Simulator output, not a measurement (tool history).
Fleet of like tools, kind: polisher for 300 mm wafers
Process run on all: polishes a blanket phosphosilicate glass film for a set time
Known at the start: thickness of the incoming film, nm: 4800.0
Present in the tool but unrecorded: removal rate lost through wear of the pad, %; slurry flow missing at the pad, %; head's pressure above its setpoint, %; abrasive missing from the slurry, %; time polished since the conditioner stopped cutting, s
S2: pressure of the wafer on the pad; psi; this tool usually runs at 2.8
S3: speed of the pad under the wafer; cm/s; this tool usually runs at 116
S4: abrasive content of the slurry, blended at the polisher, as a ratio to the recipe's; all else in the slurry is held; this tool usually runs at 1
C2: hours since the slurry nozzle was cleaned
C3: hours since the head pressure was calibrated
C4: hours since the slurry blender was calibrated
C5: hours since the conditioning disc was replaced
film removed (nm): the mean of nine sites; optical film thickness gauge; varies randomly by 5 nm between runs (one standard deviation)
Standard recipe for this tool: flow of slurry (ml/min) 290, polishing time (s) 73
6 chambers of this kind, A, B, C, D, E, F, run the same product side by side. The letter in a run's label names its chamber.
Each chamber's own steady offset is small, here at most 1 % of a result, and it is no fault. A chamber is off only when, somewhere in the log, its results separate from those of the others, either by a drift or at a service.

-- hour=4.7 chamber E: worn pad replaced by a new one
run 1B hour=6.4 | flow_of_slurry_(ml/min)=290 S2=2.8 S3=116 S4=1 polishing_time_(s)=73 | wafers_polished_on_this_pad=374 C2=59.2 C3=358.9 C4=37.9 C5=92.7 | film_removed_(nm)=618.95
run 2A hour=18.7 | flow_of_slurry_(ml/min)=290 S2=2.8 S3=116 S4=1 polishing_time_(s)=73 | wafers_polished_on_this_pad=1284 C2=49.8 C3=908 C4=68.6 C5=152.5 | film_removed_(nm)=614.03
-- hour=19.1 chamber F: head pressure recalibrated
-- hour=30.2 chamber E: head pressure recalibrated
run 3D hour=31.5 | flow_of_slurry_(ml/min)=290 S2=2.8 S3=116 S4=1 polishing_time_(s)=73 | wafers_polished_on_this_pad=473 C2=156 C3=157.4 C4=185.4 C5=300.9 | film_removed_(nm)=612.39
-- hour=34.2 chamber C: worn pad replaced by a new one
run 4E hour=37.7 | flow_of_slurry_(ml/min)=290 S2=2.8 S3=116 S4=1 polishing_time_(s)=73 | wafers_polished_on_this_pad=233 C2=268.2 C3=7.5 C4=99.2 C5=261.8 | film_removed_(nm)=623.86
-- hour=40.1 chamber E: conditioning disc replaced and pad reconditioned
-- hour=44.1 chamber C: head pressure recalibrated
run 5C hour=46.9 | flow_of_slurry_(ml/min)=290 S2=2.8 S3=116 S4=1 polishing_time_(s)=73 | wafers_polished_on_this_pad=89 C2=374.8 C3=2.9 C4=112.1 C5=335 | film_removed_(nm)=625.88
-- hour=49.8 chamber A: worn pad replaced by a new one
run 6F hour=54.1 | flow_of_slurry_(ml/min)=290 S2=2.8 S3=116 S4=1 polishing_time_(s)=73 | wafers_polished_on_this_pad=655 C2=259 C3=35 C4=125.9 C5=414.3 | film_removed_(nm)=631.82
-- hour=60.9 chamber F: conditioning disc replaced and pad reconditioned
-- hour=62.3 chamber B: conditioning disc replaced and pad reconditioned
-- hour=65.9 chamber A: head pressure recalibrated
run 7F hour=66.4 | flow_of_slurry_(ml/min)=290 S2=2.8 S3=116 S4=1 polishing_time_(s)=73 | wafers_polished_on_this_pad=742 C2=271.3 C3=47.3 C4=138.2 C5=5.6 | film_removed_(nm)=619.95
-- hour=77.6 chamber F: worn pad replaced by a new one
run 8E hour=80.2 | flow_of_slurry_(ml/min)=290 S2=2.8 S3=116 S4=1 polishing_time_(s)=73 | wafers_polished_on_this_pad=532 C2=310.7 C3=50 C4=141.7 C5=40.2 | film_removed_(nm)=622.42
-- hour=82.7 chamber E: slurry nozzle cleaned
-- hour=86.3 chamber D: worn pad replaced by a new one
run 9D hour=90 | flow_of_slurry_(ml/min)=290 S2=2.8 S3=116 S4=1 polishing_time_(s)=73 | wafers_polished_on_this_pad=26 C2=214.5 C3=215.9 C4=243.9 C5=359.4 | film_removed_(nm)=616.75
-- hour=91.6 chamber E: slurry blender recalibrated
-- hour=92.7 chamber D: conditioning disc replaced and pad reconditioned
run 10B hour=98.8 | flow_of_slurry_(ml/min)=290 S2=2.8 S3=116 S4=1 polishing_time_(s)=73 | wafers_polished_on_this_pad=1026 C2=151.6 C3=451.3 C4=130.3 C5=36.5 | film_removed_(nm)=627.61
-- hour=99.3 chamber B: worn pad replaced by a new one
run 11A hour=112.2 | flow_of_slurry_(ml/min)=290 S2=2.8 S3=132 S4=1 polishing_time_(s)=73 | wafers_polished_on_this_pad=439 C2=143.3 C3=46.4 C4=162.1 C5=246 | film_removed_(nm)=691.71
-- hour=119.6 chamber B: head pressure recalibrated
run 12C hour=123.3 | flow_of_slurry_(ml/min)=290 S2=2.8 S3=132 S4=1 polishing_time_(s)=73 | wafers_polished_on_this_pad=628 C2=451.2 C3=79.3 C4=188.5 C5=411.4 | film_removed_(nm)=699.58
-- hour=126.5 chamber F: slurry nozzle cleaned
-- hour=133.9 chamber D: slurry blender recalibrated
run 13E hour=136.7 | flow_of_slurry_(ml/min)=290 S2=2.8 S3=132 S4=1 polishing_time_(s)=73 | wafers_polished_on_this_pad=930 C2=54.1 C3=106.5 C4=45.1 C5=96.7 | film_removed_(nm)=690.54
run 14F hour=144.8 | flow_of_slurry_(ml/min)=290 S2=2.8 S3=132 S4=1 polishing_time_(s)=73 | wafers_polished_on_this_pad=473 C2=18.3 C3=125.7 C4=216.6 C5=84 | film_removed_(nm)=701.09
run 15D hour=152.3 | flow_of_slurry_(ml/min)=290 S2=2.8 S3=132 S4=1 polishing_time_(s)=73 | wafers_polished_on_this_pad=465 C2=276.8 C3=278.2 C4=18.4 C5=59.7 | film_removed_(nm)=676.21
-- hour=158.8 chamber E: worn pad replaced by a new one
run 16C hour=161 | flow_of_slurry_(ml/min)=290 S2=2.8 S3=132 S4=1 polishing_time_(s)=73 | wafers_polished_on_this_pad=893 C2=488.9 C3=117 C4=226.2 C5=449.1 | film_removed_(nm)=703.6
-- hour=169.7 chamber A: conditioning disc replaced and pad reconditioned
run 17B hour=169.8 | flow_of_slurry_(ml/min)=290 S2=2.8 S3=116 S4=1 polishing_time_(s)=73 | wafers_polished_on_this_pad=497 C2=222.6 C3=50.3 C4=201.3 C5=107.5 | film_removed_(nm)=616.14
run 18A hour=177.3 | flow_of_slurry_(ml/min)=290 S2=2.8 S3=116 S4=1 polishing_time_(s)=73 | wafers_polished_on_this_pad=898 C2=208.4 C3=111.5 C4=227.2 C5=7.7 | film_removed_(nm)=613.75
-- hour=178.3 chamber F: worn pad replaced by a new one
run 19B hour=190.9 | flow_of_slurry_(ml/min)=290 S2=2.8 S3=116 S4=1 polishing_time_(s)=73 | wafers_polished_on_this_pad=646 C2=243.7 C3=71.4 C4=222.4 C5=128.6 | film_removed_(nm)=605.92
-- hour=193.9 chamber C: conditioning disc replaced and pad reconditioned
run 20E hour=200.4 | flow_of_slurry_(ml/min)=290 S2=2.8 S3=116 S4=1 polishing_time_(s)=73 | wafers_polished_on_this_pad=293 C2=117.8 C3=170.2 C4=108.8 C5=160.4 | film_removed_(nm)=616.79
run 21A hour=209.1 | flow_of_slurry_(ml/min)=290 S2=3.2 S3=116 S4=1 polishing_time_(s)=73 | wafers_polished_on_this_pad=1122 C2=240.2 C3=143.3 C4=259 C5=39.5 | film_removed_(nm)=701.5
-- hour=217.5 chamber C: worn pad replaced by a new one
run 22C hour=217.7 | flow_of_slurry_(ml/min)=290 S2=3.2 S3=116 S4=1 polishing_time_(s)=73 | wafers_polished_on_this_pad=1 C2=545.6 C3=173.7 C4=282.9 C5=23.8 | film_removed_(nm)=710.93
-- hour=220.1 chamber D: worn pad replaced by a new one
-- hour=225.6 chamber E: slurry blender recalibrated
run 23F hour=228.8 | flow_of_slurry_(ml/min)=290 S2=3.2 S3=116 S4=1 polishing_time_(s)=73 | wafers_polished_on_this_pad=356 C2=102.3 C3=209.7 C4=300.6 C5=168 | film_removed_(nm)=713.43
-- hour=230.2 chamber C: slurry blender recalibrated
-- hour=231.2 chamber A: worn pad replaced by a new one
-- hour=239.4 chamber B: worn pad replaced by a new one
run 24D hour=240.8 | flow_of_slurry_(ml/min)=290 S2=3.2 S3=116 S4=1 polishing_time_(s)=73 | wafers_polished_on_this_pad=146 C2=365.3 C3=366.7 C4=106.9 C5=148.2 | film_removed_(nm)=720.88
-- hour=248.3 chamber B: conditioning disc replaced and pad reconditioned
run 25B hour=252.7 | flow_of_slurry_(ml/min)=290 S2=3.2 S3=116 S4=1 polishing_time_(s)=73 | wafers_polished_on_this_pad=94 C2=305.5 C3=133.2 C4=284.2 C5=4.4 | film_removed_(nm)=682.47
-- hour=261.7 chamber F: slurry blender recalibrated
run 26D hour=262 | flow_of_slurry_(ml/min)=290 S2=3.2 S3=116 S4=1 polishing_time_(s)=73 | wafers_polished_on_this_pad=295 C2=386.5 C3=387.9 C4=128.1 C5=169.4 | film_removed_(nm)=704.07
run 27A hour=272.9 | flow_of_slurry_(ml/min)=290 S2=2.8 S3=132 S4=1 polishing_time_(s)=73 | wafers_polished_on_this_pad=294 C2=304 C3=207.1 C4=322.8 C5=103.3 | film_removed_(nm)=682.74
run 28F hour=286 | flow_of_slurry_(ml/min)=290 S2=2.8 S3=132 S4=1 polishing_time_(s)=73 | wafers_polished_on_this_pad=759 C2=159.5 C3=266.9 C4=24.3 C5=225.2 | film_removed_(nm)=684.21
-- hour=288.9 chamber F: worn pad replaced by a new one
run 29C hour=297.7 | flow_of_slurry_(ml/min)=290 S2=2.8 S3=132 S4=1 polishing_time_(s)=73 | wafers_polished_on_this_pad=565 C2=625.6 C3=253.7 C4=67.5 C5=103.8 | film_removed_(nm)=693.59
-- hour=299.3 chamber E: conditioning disc replaced and pad reconditioned
run 30E hour=305.5 | flow_of_slurry_(ml/min)=290 S2=2.8 S3=132 S4=1 polishing_time_(s)=73 | wafers_polished_on_this_pad=1033 C2=222.9 C3=275.3 C4=80 C5=6.3 | film_removed_(nm)=678.13
run 31F hour=318.2 | flow_of_slurry_(ml/min)=290 S2=2.8 S3=132 S4=1 polishing_time_(s)=73 | wafers_polished_on_this_pad=206 C2=191.7 C3=299.1 C4=56.5 C5=257.4 | film_removed_(nm)=682.49
run 32A hour=325.8 | flow_of_slurry_(ml/min)=290 S2=2.8 S3=132 S4=1 polishing_time_(s)=73 | wafers_polished_on_this_pad=666 C2=356.9 C3=260 C4=375.7 C5=156.2 | film_removed_(nm)=690.42
-- hour=339.2 chamber C: slurry nozzle cleaned
run 33B hour=339.2 | flow_of_slurry_(ml/min)=290 S2=2.8 S3=116 S4=1 polishing_time_(s)=73 | wafers_polished_on_this_pad=703 C2=392 C3=219.7 C4=370.7 C5=90.9 | film_removed_(nm)=595.92
-- hour=342.9 chamber E: worn pad replaced by a new one
-- hour=344.9 chamber D: worn pad replaced by a new one
run 34D hour=346.5 | flow_of_slurry_(ml/min)=290 S2=2.8 S3=116 S4=1 polishing_time_(s)=73 | wafers_polished_on_this_pad=11 C2=471 C3=472.4 C4=212.6 C5=253.9 | film_removed_(nm)=619.77
-- hour=353.5 chamber F: head pressure recalibrated
run 35E hour=355.8 | flow_of_slurry_(ml/min)=290 S2=2.8 S3=116 S4=1 polishing_time_(s)=73 | wafers_polished_on_this_pad=91 C2=273.2 C3=325.6 C4=130.3 C5=56.6 | film_removed_(nm)=624.46
-- hour=357.1 chamber A: slurry nozzle cleaned
run 36C hour=363 | flow_of_slurry_(ml/min)=290 S2=2.8 S3=98 S4=1 polishing_time_(s)=88 | wafers_polished_on_this_pad=1025 C2=23.9 C3=319 C4=132.8 C5=169.1 | film_removed_(nm)=661.62
run 37B hour=374.6 | flow_of_slurry_(ml/min)=290 S2=2.8 S3=98 S4=1 polishing_time_(s)=88 | wafers_polished_on_this_pad=953 C2=427.4 C3=255.1 C4=406.1 C5=126.3 | film_removed_(nm)=613.72
-- hour=381.1 chamber A: slurry blender recalibrated
-- hour=385.4 chamber E: slurry blender recalibrated
run 38C hour=388 | flow_of_slurry_(ml/min)=290 S2=2.8 S3=98 S4=1 polishing_time_(s)=88 | wafers_polished_on_this_pad=1201 C2=48.9 C3=344 C4=157.8 C5=194.1 | film_removed_(nm)=650.92
run 39E hour=394.4 | flow_of_slurry_(ml/min)=290 S2=2.8 S3=98 S4=1 polishing_time_(s)=88 | wafers_polished_on_this_pad=363 C2=311.8 C3=364.2 C4=9.1 C5=95.2 | film_removed_(nm)=644.84
-- hour=395.9 chamber A: worn pad replaced by a new one
-- hour=398.7 chamber F: worn pad replaced by a new one
-- hour=400.7 chamber D: slurry blender recalibrated
run 40F hour=405.5 | flow_of_slurry_(ml/min)=290 S2=2.8 S3=98 S4=1 polishing_time_(s)=88 | wafers_polished_on_this_pad=48 C2=279 C3=52 C4=143.8 C5=344.7 | film_removed_(nm)=657.95
-- hour=412.3 chamber D: slurry nozzle cleaned
run 41A hour=414.6 | flow_of_slurry_(ml/min)=290 S2=2.8 S3=98 S4=1 polishing_time_(s)=88 | wafers_polished_on_this_pad=132 C2=57.5 C3=348.8 C4=33.5 C5=245 | film_removed_(nm)=655.8
run 42D hour=422.3 | flow_of_slurry_(ml/min)=290 S2=2.8 S3=116 S4=1 polishing_time_(s)=73 | wafers_polished_on_this_pad=545 C2=10.1 C3=548.2 C4=21.6 C5=329.7 | film_removed_(nm)=614.97

Has any chamber moved away from the others, gradually or after a service, or does the common gauge drift, or do the chambers differ only by their own small steady offsets? State the chamber and the most likely cause if one applies.

Chamber B drifts away from the others.
Most likely cause: abrasive missing from the slurry, % = 14.7.
The log might look much the same if the cause were instead: slurry flow missing at the pad, %.

Below are 4 candidate recipes for chamber B's next run, each the usual settings with a change, their results shown as question marks. Which of them brings B's results back in line with what the other chambers give on the usual settings?
To be in line, a result may differ from the other chambers' mean on the usual settings by at most: film removed (nm) 18
run 43B-1 hour=432.2 | flow_of_slurry_(ml/min)=290 S2=2.8 S3=120 S4=1 polishing_time_(s)=76 | film_removed_(nm)=?
run 43B-2 hour=432.2 | flow_of_slurry_(ml/min)=290 S2=2.7 S3=116 S4=1 polishing_time_(s)=70 | film_removed_(nm)=?
run 43B-3 hour=432.2 | flow_of_slurry_(ml/min)=225 S2=2.8 S3=116 S4=1 polishing_time_(s)=73 | film_removed_(nm)=?
run 43B-4 hour=432.2 | flow_of_slurry_(ml/min)=290 S2=2.8 S3=118 S4=1 polishing_time_(s)=74 | film_removed_(nm)=?

Usual-settings mean across the other chambers: film removed (nm) 620.29
run=43B-1 film_removed_(nm)=611.36
run=43B-2 film_removed_(nm)=528.38
run=43B-3 film_removed_(nm)=555.16
run=43B-4 film_removed_(nm)=587.21
43B-1 brings the chamber back in line.

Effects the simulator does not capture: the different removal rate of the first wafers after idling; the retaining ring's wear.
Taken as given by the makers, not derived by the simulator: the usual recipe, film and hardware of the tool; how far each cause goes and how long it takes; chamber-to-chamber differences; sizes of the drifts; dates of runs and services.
